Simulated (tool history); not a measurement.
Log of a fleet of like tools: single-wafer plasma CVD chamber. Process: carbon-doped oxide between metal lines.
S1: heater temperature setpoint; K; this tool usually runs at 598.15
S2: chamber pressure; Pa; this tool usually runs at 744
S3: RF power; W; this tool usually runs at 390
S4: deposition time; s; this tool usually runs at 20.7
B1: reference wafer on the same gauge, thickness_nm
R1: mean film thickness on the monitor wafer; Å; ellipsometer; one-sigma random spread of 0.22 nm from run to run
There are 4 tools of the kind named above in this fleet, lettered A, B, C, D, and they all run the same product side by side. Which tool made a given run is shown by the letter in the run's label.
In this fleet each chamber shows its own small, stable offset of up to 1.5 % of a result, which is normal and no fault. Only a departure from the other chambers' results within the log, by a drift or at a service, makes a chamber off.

run   hour      S1   S2   S3    S4      B1      R1
 1D    5.1  598.15  744  390  20.7  106.94  976.42
 2A   14.2  598.15  744  390  20.7  106.95  985.91
 3C   21.8  598.15  744  390  20.7  106.99  986.82
 4B   28.3  598.15  744  390  20.7  107.02  991.45
 5C   37.6  598.15  744  390  20.7  106.99  988.54
 6D   44.7  598.15  744  390  20.7  107.01  980.88
 7B   52.7  598.15  744  390  20.7  106.98  990.33
 8A   60.8  598.15  744  390  20.7  107.01  983.92
 9C   66.2  598.15  744  390  20.7  107.01  986.25
10A   75.3  598.15  744  430  20.7     107  1057.2
11D   82.7  598.15  744  430  20.7  106.98  1052.2
12B   91.5  598.15  744  430  20.7  107.05  1071.2
13B   96.1  598.15  744  430  20.7  107.03  1067.8
14D  104.2  598.15  744  390  20.7  107.04  979.12
15A  112.2  604.15  744  440  20.7  107.03  1055.4
16C  120.6  604.15  744  440  20.7  106.97    1054
17B  130.1  604.15  744  440  20.7  106.98  1063.5
18A  138.7  604.15  744  440  20.7  107.04  1051.1
19C  146.4  598.15  744  390  20.7  106.98   985.8
20D  154.8  598.15  744  390  20.7     107  976.17
21D    160  598.15  744  390  20.7     107  980.47
22A  164.4  598.15  744  390  20.7  106.94  974.15
23B  173.7  598.15  744  390  20.7  107.03   990.8
24C  182.4  591.15  611  390  20.7  107.01  986.08
25C  187.6  591.15  611  390  20.7  106.93  988.34
26A  195.5  591.15  611  390  20.7  107.07  965.77
27B  200.6  591.15  611  390  20.7  107.01  988.64
28D  209.6  598.15  744  390  20.7  107.02  982.21
29B    218  598.15  744  390  20.7     107  991.67
30C  222.6  598.15  744  390  20.7     107  987.51
31D  229.3  598.15  744  390  20.7  107.03  981.29
32A  234.2  598.15  744  390  20.7  107.03  960.87

What goes on in this fleet: one chamber off, a drifting gauge, or nothing beyond the chambers' own small offsets? Name the chamber and the cause, if any.

Little by little, chamber A moves away from the other chambers.
Most likely cause: delivered RF power below the setpoint (%) = 3.54.

Here are 4 candidates for chamber A's next run, each the usual settings with a change, their results left as question marks. Which one brings its results back in line with what the others give on the usual settings?
To be in line, a result may differ from the other chambers' mean on the usual settings by at most: R1 7.9 Å
33A-1  241.1  589.15  809  390  20.7       ?
33A-2  241.1  598.15  744  390  21.3       ?
33A-3  241.1  599.15  735  370  20.7       ?
33A-4  241.1  598.15  741  385  20.3       ?

The mean the other chambers reach with the usual settings: R1 986.03 Å
  run      R1
33A-1  1000.8
33A-2  985.42
33A-3  916.02
33A-4   930.4
It is 33A-2 that realigns the chamber with its peers.
